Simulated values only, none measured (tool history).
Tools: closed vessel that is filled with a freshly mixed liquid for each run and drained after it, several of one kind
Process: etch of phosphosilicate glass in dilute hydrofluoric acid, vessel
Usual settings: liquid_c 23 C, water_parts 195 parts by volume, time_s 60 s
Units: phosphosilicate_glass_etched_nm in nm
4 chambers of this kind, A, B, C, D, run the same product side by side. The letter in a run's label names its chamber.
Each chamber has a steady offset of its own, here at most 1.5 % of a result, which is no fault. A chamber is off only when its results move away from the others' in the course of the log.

run   hour  liquid_c  water_parts  time_s  hours since the thermometer was replaced  hours since the hydrofluoric acid flow meter was replaced  read-back film thickness of the phosphosilicate glass reference wafer, read on the same gauge (nm)  phosphosilicate_glass_etched_nm
 1D    5.7        23          195      60                                    1872.3                                                      693.3                                                                                              99.992                           23.251
 2B   14.3        23          195      60                                     239.2                                                      644.5                                                                                              100.03                           23.205
 3C   22.7        23          195      60                                    2691.9                                                      194.3                                                                                                 100                           23.121
 4A   31.5        23          195      60                                       377                                                      489.2                                                                                              100.02                           22.623
 5B   37.2        23          195      60                                     262.1                                                      667.4                                                                                              99.998                            23.48
 6C   41.6        23          195      60                                    2710.8                                                      213.2                                                                                              100.03                           22.938
 7D   46.9      19.5          145      60                                    1913.5                                                      734.5                                                                                              100.01                           29.303
 8A     52      19.5          145      60                                     397.5                                                      509.7                                                                                                 100                           28.725
 9A   59.8      19.5          145      60                                     405.3                                                      517.5                                                                                              99.984                           28.192
10B   66.5      19.5          145      60                                     291.4                                                      696.7                                                                                              99.995                           28.802
11C     75        23          195      60                                    2744.2                                                      246.6                                                                                              99.973                           22.966
12D   82.7        23          195      60                                    1949.3                                                      770.3                                                                                              99.976                            23.61
13D   89.3      25.5          195      60                                    1955.9                                                      776.9                                                                                              100.01                           25.534
      90.4  -- chamber C: thermometer replaced
14A   95.8      25.5          195      60                                     441.3                                                      553.5                                                                                              100.02                           25.137
15B  100.3      25.5          195      60                                     325.2                                                      730.5                                                                                              100.02                           26.037
16C  104.2      25.5          195      60                                      13.9                                                      275.8                                                                                              100.01                           25.398
17A  111.2        23          195      60                                     456.7                                                      568.9                                                                                              99.997                           23.112
18C  117.3        23          195      60                                        27                                                      288.9                                                                                                 100                           23.176
19D  125.7        23          195      45                                    1992.3                                                      813.3                                                                                              100.01                           17.465
20B  134.1        23          195      45                                       359                                                      764.3                                                                                              99.997                           18.379
21C  139.5        23          195      45                                      49.2                                                      311.1                                                                                                 100                           17.152
22A  144.9        23          195      45                                     490.4                                                      602.6                                                                                              99.971                           17.374
23D  152.3        23          195      60                                    2018.9                                                      839.9                                                                                              100.01                           23.458
24B  158.2        23          195      60                                     383.1                                                      788.4                                                                                                 100                           24.831
25D  163.7        23          195      60                                    2030.3                                                      851.3                                                                                              100.01                           23.546

What goes on in this fleet: one chamber off, a drifting gauge, or nothing beyond the chambers' own small offsets? Name the chamber and the cause, if any.

Chamber B drifts away from the others.
Cause: liquid hotter than its thermometer reads (K) = 2.42.
The log may not tell that from: hydrofluoric acid flow above the setpoint (%).

Here are 4 candidates for chamber B's next run, each the usual settings with a change, their results left as question marks. Which one brings its results back in line with what the others give on the usual settings?
In line means no further than this from the other chambers' mean on the usual settings: phosphosilicate_glass_etched_nm 0.69 nm
26B-1  170.2        23          210      60                                                                                                                                                                                                                                         ?
26B-2  170.2      23.5          195      65                                                                                                                                                                                                                                         ?
26B-3  170.2      22.5          225      60                                                                                                                                                                                                                                         ?
26B-4  170.2      23.5          180      65                                                                                                                                                                                                                                         ?

The other chambers' mean on the usual settings: phosphosilicate_glass_etched_nm 23.15 nm
  run  phosphosilicate_glass_etched_nm
26B-1                           23.154
26B-2                           28.016
26B-3                            20.85
26B-4                           30.919
26B-1 brings the chamber back in line.
